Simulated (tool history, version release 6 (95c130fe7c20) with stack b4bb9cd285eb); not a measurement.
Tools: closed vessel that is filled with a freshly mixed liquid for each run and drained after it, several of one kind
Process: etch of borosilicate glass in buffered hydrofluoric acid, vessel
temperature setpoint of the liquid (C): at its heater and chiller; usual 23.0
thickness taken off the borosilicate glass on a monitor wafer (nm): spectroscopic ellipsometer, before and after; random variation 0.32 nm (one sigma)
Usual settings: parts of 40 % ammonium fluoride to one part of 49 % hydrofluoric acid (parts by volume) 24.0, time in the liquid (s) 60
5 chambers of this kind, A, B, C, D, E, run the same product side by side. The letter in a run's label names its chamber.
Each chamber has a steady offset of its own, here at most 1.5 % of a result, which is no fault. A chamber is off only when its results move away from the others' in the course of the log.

run,hour,temperature setpoint of the liquid (C),parts of 40 % ammonium fluoride to one part of 49 % hydrofluoric acid (parts by volume),time in the liquid (s),"read-back film thickness of the borosilicate glass reference wafer, read on the same gauge (nm)",thickness taken off the borosilicate glass on a monitor wafer (nm)
1A,4.9,23.0,24.0,60,49.976,30.879
2B,7.9,23.0,24.0,60,50.029,32.367
3C,12.9,23.0,24.0,60,49.993,31.648
4D,19.9,23.0,24.0,60,50.001,31.817
5E,26.3,23.0,24.0,60,49.994,32.399
6E,31.1,23.0,24.0,60,49.984,31.575
7B,36.1,23.0,24.0,60,49.988,31.577
8D,39.4,23.0,24.0,60,50.019,31.928
9C,46.3,23.0,24.0,60,50.004,31.331
10A,52.1,23.0,24.0,60,50.031,31.139
11D,57.6,23.0,24.0,60,49.970,31.604
12A,60.8,23.0,24.0,60,49.997,32.027
13B,67.0,23.0,24.0,60,50.014,32.009
14C,73.8,23.0,24.0,60,49.948,31.345
15E,78.0,23.0,16.5,90,49.980,65.462
16D,84.0,23.0,16.5,90,50.038,64.746
17E,90.2,23.0,16.5,90,49.985,66.788
18C,96.3,23.0,16.5,90,49.990,64.916
19B,100.2,23.0,16.5,90,49.968,63.580
20A,107.2,23.0,24.0,60,50.007,32.444
21E,113.9,23.0,24.0,60,50.021,32.288
22D,117.3,23.0,24.0,60,49.965,32.175
23A,122.9,23.0,24.0,60,49.999,32.989
24B,126.1,23.0,24.0,60,49.947,31.563
25C,132.8,25.5,24.0,60,49.979,35.825
26B,137.8,25.5,24.0,60,49.977,36.045
27E,141.6,25.5,24.0,60,49.975,36.943
28A,148.1,25.5,24.0,60,50.018,38.037
29D,152.1,25.5,24.0,60,50.002,36.031
30C,158.7,23.0,24.0,60,49.997,31.416
31D,164.9,23.0,30.0,60,49.993,27.099
32B,170.6,23.0,30.0,60,49.993,27.222
33C,173.7,23.0,30.0,60,50.035,26.972
34E,176.8,23.0,30.0,60,50.027,27.456
35A,180.1,23.0,30.0,60,49.981,28.872
36C,183.7,23.0,24.0,40,49.990,21.195
37D,186.9,23.0,24.0,40,49.991,21.287
38B,190.7,23.0,24.0,40,49.959,21.263
39A,195.2,23.0,24.0,40,49.991,22.925
40E,201.0,23.0,24.0,40,49.984,21.273
41E,204.5,23.0,24.0,60,49.945,31.877
42D,211.3,23.0,24.0,60,49.990,32.017
43A,218.1,23.0,24.0,60,49.972,34.702
44B,221.8,23.0,24.0,60,50.034,31.558

Next, every chamber runs the same settings. What will each give?
45A,226.8,23.0,24.0,60,,?
45B,226.8,23.0,24.0,60,,?
45C,226.8,23.0,24.0,60,,?
45D,226.8,23.0,24.0,60,,?
45E,226.8,23.0,24.0,60,,?

run,thickness taken off the borosilicate glass on a monitor wafer (nm)
45A,34.251
45B,31.648
45C,31.915
45D,31.552
45E,31.994

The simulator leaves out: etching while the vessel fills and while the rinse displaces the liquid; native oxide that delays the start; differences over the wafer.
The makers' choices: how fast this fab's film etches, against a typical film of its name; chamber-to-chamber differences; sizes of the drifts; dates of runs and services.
